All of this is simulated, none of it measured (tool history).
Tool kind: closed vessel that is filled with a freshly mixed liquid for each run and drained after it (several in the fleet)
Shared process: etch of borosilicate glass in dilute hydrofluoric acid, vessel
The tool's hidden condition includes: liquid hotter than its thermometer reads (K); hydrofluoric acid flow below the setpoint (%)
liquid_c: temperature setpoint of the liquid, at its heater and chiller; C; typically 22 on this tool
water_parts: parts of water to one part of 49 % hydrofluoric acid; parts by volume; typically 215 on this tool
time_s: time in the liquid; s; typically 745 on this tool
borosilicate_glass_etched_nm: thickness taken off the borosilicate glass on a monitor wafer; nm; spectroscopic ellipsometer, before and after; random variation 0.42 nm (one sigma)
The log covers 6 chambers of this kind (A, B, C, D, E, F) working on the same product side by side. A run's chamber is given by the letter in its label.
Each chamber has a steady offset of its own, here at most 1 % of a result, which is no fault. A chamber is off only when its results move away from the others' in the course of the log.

run	hour	liquid_c	water_parts	time_s	hours since the thermometer was replaced	hours since the hydrofluoric acid flow meter was replaced	read-back film thickness of the borosilicate glass reference wafer, read on the same gauge (nm)	borosilicate_glass_etched_nm
1D	5	22	215	745	592	695.5	99.994	49.545
2B	11.4	22	215	745	800.8	1868.7	99.973	49.381
3A	16.9	22	215	745	466.2	186.1	100	49.341
4F	26.3	22	215	745	786.7	551.1	99.993	49.314
5E	33.6	20.5	215	1050	95.5	436.9	100	65.471
6C	39.6	20.5	215	1050	188	215.3	100.01	65.291
7B	47.9	20.5	215	1050	837.3	1905.2	99.996	64.956
8C	55.8	20.5	215	1050	204.2	231.5	99.995	65.521
9F	64.7	20.5	215	1050	825.1	589.5	100.02	65.905
10D	70	20.5	215	1050	657	760.5	99.995	65.926
11E	77.8	22	215	745	139.7	481.1	100.01	48.181
12A	85	22	215	745	534.3	254.2	100.02	49.149
13B	93.3	22	215	745	882.7	1950.6	100	48.861
14C	100.7	22	215	745	249.1	276.4	100.02	48.927
15D	107.9	22	215	745	694.9	798.4	99.973	49.369
16A	118	22	215	745	567.3	287.2	99.999	47.293
17F	127.2	22	320	505	887.6	652	100.03	20.22
18E	132.1	22	320	505	194	535.4	99.989	20.148
# hour 135.9: chamber B: thermometer replaced
19F	139.9	22	320	505	900.3	664.7	99.961	19.828
20D	145.5	22	320	505	732.5	836	100.02	20.851
21C	153.4	22	320	505	301.8	329.1	99.999	20.019
22B	161.6	22	320	505	25.8	2018.9	99.976	19.95
23A	168.2	22	215	745	617.5	337.4	99.999	48.698
24E	177	22	215	745	238.9	580.3	100.01	49.346
# hour 180.4: chamber A: thermometer replaced
25A	186.3	22	215	745	6	355.5	100.04	47.97
26E	193.2	22	215	745	255.1	596.5	100.02	49.144
27B	198.2	24.5	215	365	62.4	2055.5	100.01	26.295
28F	208.1	24.5	215	365	968.5	732.9	100.02	25.33
# hour 211: chamber E: hydrofluoric acid flow meter replaced
# hour 213.1: chamber B: hydrofluoric acid flow meter replaced
29C	215.6	24.5	215	365	364	391.3	100	25.757
30D	225.9	24.5	215	365	812.9	916.4	100	26.228
31F	233	24.5	215	365	993.4	757.8	100.02	24.728
32B	241.8	24.5	215	365	106	28.7	100.02	25.988
33C	246.8	22	215	745	395.2	422.5	99.968	49.571
34E	252.6	22	215	745	314.5	41.7	100.01	49.233
35A	259.9	22	215	745	79.6	429.1	100.01	48.555
36D	267	22	215	745	854	957.5	99.982	49.015
37E	273.2	22	215	745	335.1	62.3	99.994	48.794
38B	278	22	215	745	142.2	64.9	100.03	48.379
39A	284.2	22	215	745	103.9	453.4	99.987	49.166
40F	295.1	22	215	745	1055.5	819.9	100.01	43.995
41C	305.8	19.5	215	745	454.2	481.5	100.01	44.685
42D	315.1	19.5	215	745	902.1	1005.6	99.963	44.437
43F	320.9	19.5	215	745	1081.3	845.7	100.01	39.799

Next, every chamber runs the same settings. What will each give?
44A	328.7	22	215	745				?
44B	328.7	22	215	745				?
44C	328.7	22	215	745				?
44D	328.7	22	215	745				?
44E	328.7	22	215	745				?
44F	328.7	22	215	745				?

run	borosilicate_glass_etched_nm
44A	47.622
44B	49.197
44C	48.818
44D	49.725
44E	48.823
44F	42.929
